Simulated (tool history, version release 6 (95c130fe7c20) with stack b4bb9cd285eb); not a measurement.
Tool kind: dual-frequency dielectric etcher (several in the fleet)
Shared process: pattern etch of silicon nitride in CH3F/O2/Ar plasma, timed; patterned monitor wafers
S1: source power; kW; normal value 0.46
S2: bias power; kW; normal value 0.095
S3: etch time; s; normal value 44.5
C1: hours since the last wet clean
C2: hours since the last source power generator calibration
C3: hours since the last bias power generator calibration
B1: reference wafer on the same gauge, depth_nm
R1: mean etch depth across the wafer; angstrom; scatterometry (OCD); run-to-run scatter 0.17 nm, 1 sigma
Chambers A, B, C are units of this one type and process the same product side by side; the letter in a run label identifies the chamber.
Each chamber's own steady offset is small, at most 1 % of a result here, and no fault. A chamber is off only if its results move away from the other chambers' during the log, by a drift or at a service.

run	hour	S1	S2	S3	C1	C2	C3	B1	R1
1B	8.6	0.46	0.095	44.5	423.3	1630.4	443.9	32.102	361.12
2C	15	0.46	0.095	44.5	125.9	1989.6	622.8	32.083	365.03
3A	19.6	0.46	0.095	44.5	571.2	1268.6	116.5	32.102	363.45
4B	25.8	0.46	0.095	44.5	440.5	1647.6	461.1	32.106	362.25
5A	32.6	0.46	0.095	44.5	584.2	1281.6	129.5	32.07	365.39
6C	40.8	0.46	0.095	44.5	151.7	2015.4	648.6	32.101	361.93
7A	48.4	0.46	0.095	44.5	600	1297.4	145.3	32.083	361.44
8C	57.2	0.46	0.095	44.5	168.1	2031.8	665	32.087	364
9B	64.2	0.46	0.118	44.5	478.9	1686	499.5	32.09	392.08
# hour 65.9: chamber A: wet clean of the chamber
10C	73.5	0.46	0.118	44.5	184.4	2048.1	681.3	32.12	396.4
11B	79.7	0.46	0.118	44.5	494.4	1701.5	515	32.128	389.62
12A	87.1	0.46	0.095	44.5	21.3	1336.1	184	32.129	363.4
# hour 92.2: chamber B: wet clean of the chamber
13C	93.4	0.46	0.095	44.5	204.3	2068	701.2	32.115	364.68
14B	99.5	0.46	0.095	44.5	7.3	1721.3	534.8	32.134	358.75
15A	107.3	0.46	0.095	44.5	41.5	1356.3	204.2	32.114	361.68
16A	115.8	0.46	0.095	44.5	50	1364.8	212.7	32.095	363.02
# hour 116: chamber C: source power generator calibrated
17C	124.5	0.46	0.095	44.5	235.4	8.6	732.3	32.038	365.87
18B	134.2	0.46	0.079	44.5	42	1756	569.5	32.062	336.77
19B	142.1	0.46	0.079	44.5	49.9	1763.9	577.4	32.08	339.6
20C	148.2	0.46	0.079	44.5	259.1	32.3	756	32.111	338.12

Is one chamber off against the others, does the gauge drift, or is nothing wrong? If a chamber is off, say which, and what the likeliest cause is.

Nothing is wrong: each chamber keeps only its own small, steady offset and the gauge holds still.
